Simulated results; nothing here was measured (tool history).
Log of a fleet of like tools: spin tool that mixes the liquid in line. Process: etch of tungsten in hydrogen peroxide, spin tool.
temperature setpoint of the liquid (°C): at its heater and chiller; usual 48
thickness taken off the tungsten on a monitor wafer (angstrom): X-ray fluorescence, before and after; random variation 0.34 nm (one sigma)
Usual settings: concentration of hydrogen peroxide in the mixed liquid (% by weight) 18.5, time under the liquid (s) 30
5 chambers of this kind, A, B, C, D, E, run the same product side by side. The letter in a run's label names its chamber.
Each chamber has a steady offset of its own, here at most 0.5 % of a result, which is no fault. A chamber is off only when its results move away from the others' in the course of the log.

run	hour	temperature setpoint of the liquid (°C)	concentration of hydrogen peroxide in the mixed liquid (% by weight)	time under the liquid (s)	hours since the thermometer was replaced	hours since the peroxide flow meter was replaced	hours since the heated supply line was repaired	hours since the drum of peroxide was connected	read-back film thickness of the tungsten reference wafer, read on the same gauge (nm)	thickness taken off the tungsten on a monitor wafer (angstrom)
1C	8.7	48	18.5	30	677.7	458.3	2333.2	412.9	49.993	716.74
2E	20.0	48	18.5	30	936.9	1989.8	760.8	547.1	50.004	712.29
3D	30.5	48	18.5	30	284.1	785.3	2716.2	65.9	50.041	720.92
4A	36.4	48	18.5	30	689.9	299.2	991.0	909.0	49.999	717.09
5B	43.7	48	21.0	30	908.0	953.4	1109.3	763.1	49.965	754.96
6B	55.2	48	21.0	30	919.5	964.9	1120.8	774.6	49.979	755.91
7E	66.4	48	21.0	30	983.3	2036.2	807.2	593.5	50.009	757.34
# hour 69.5: chamber E: thermometer replaced
8A	75.8	48	21.0	30	729.3	338.6	1030.4	948.4	50.006	763.95
9D	83.3	48	21.0	30	336.9	838.1	2769.0	118.7	49.975	766.60
# hour 91.9: chamber E: peroxide flow meter replaced
10C	93.6	48	18.5	30	762.6	543.2	2418.1	497.8	50.059	713.10
# hour 95.0: chamber C: peroxide flow meter replaced
11C	99.4	48	18.5	30	768.4	4.5	2423.9	503.6	50.044	715.51
12E	109.9	48	18.5	30	40.5	18.1	850.7	637.0	49.995	707.12
13A	121.1	48	18.5	30	774.6	383.9	1075.7	993.7	50.012	724.07
14B	127.6	48	18.5	30	991.9	1037.3	1193.2	847.0	50.041	712.83
15D	132.9	48	18.5	30	386.5	887.7	2818.6	168.3	50.004	720.91
16A	139.5	48	18.5	30	793.0	402.3	1094.1	1012.1	50.036	723.09
# hour 140.8: chamber C: heated supply line repaired
17B	149.5	48	18.5	30	1013.8	1059.2	1215.1	868.9	50.005	711.20
18E	157.3	48	18.5	30	87.9	65.5	898.1	684.4	50.004	710.47
# hour 158.4: chamber D: peroxide flow meter replaced
19D	167.4	48	18.5	30	421.0	9.0	2853.1	202.8	50.035	719.10
20C	176.8	48	18.5	30	845.8	81.9	36.0	581.0	49.950	712.86
21E	186.1	48	18.5	30	116.7	94.3	926.9	713.2	50.028	705.07
22C	197.0	48	18.5	30	866.0	102.1	56.2	601.2	50.001	715.30
23D	207.7	48	18.5	30	461.3	49.3	2893.4	243.1	50.029	716.87
24A	219.1	48	18.5	30	872.6	481.9	1173.7	1091.7	50.041	743.49
25B	228.7	48	18.5	30	1093.0	1138.4	1294.3	948.1	50.043	713.64
26A	236.1	48	18.5	30	889.6	498.9	1190.7	1108.7	49.995	750.78
27E	245.8	48	18.5	30	176.4	154.0	986.6	772.9	50.003	712.02
# hour 246.1: chamber B: peroxide flow meter replaced
28C	255.5	48	18.5	30	924.5	160.6	114.7	659.7	49.992	712.32
29D	265.4	48	14.0	40	519.0	107.0	2951.1	300.8	49.972	823.33
30B	275.0	48	14.0	40	1139.3	28.9	1340.6	994.4	50.015	827.98
31A	280.2	48	14.0	40	933.7	543.0	1234.8	1152.8	50.008	874.42

Next, every chamber runs the same settings. What will each give?
32A	288.5	48	18.5	30						?
32B	288.5	48	18.5	30						?
32C	288.5	48	18.5	30						?
32D	288.5	48	18.5	30						?
32E	288.5	48	18.5	30						?

run	thickness taken off the tungsten on a monitor wafer (angstrom)
32A	768.74
32B	711.66
32C	717.77
32D	711.73
32E	710.66
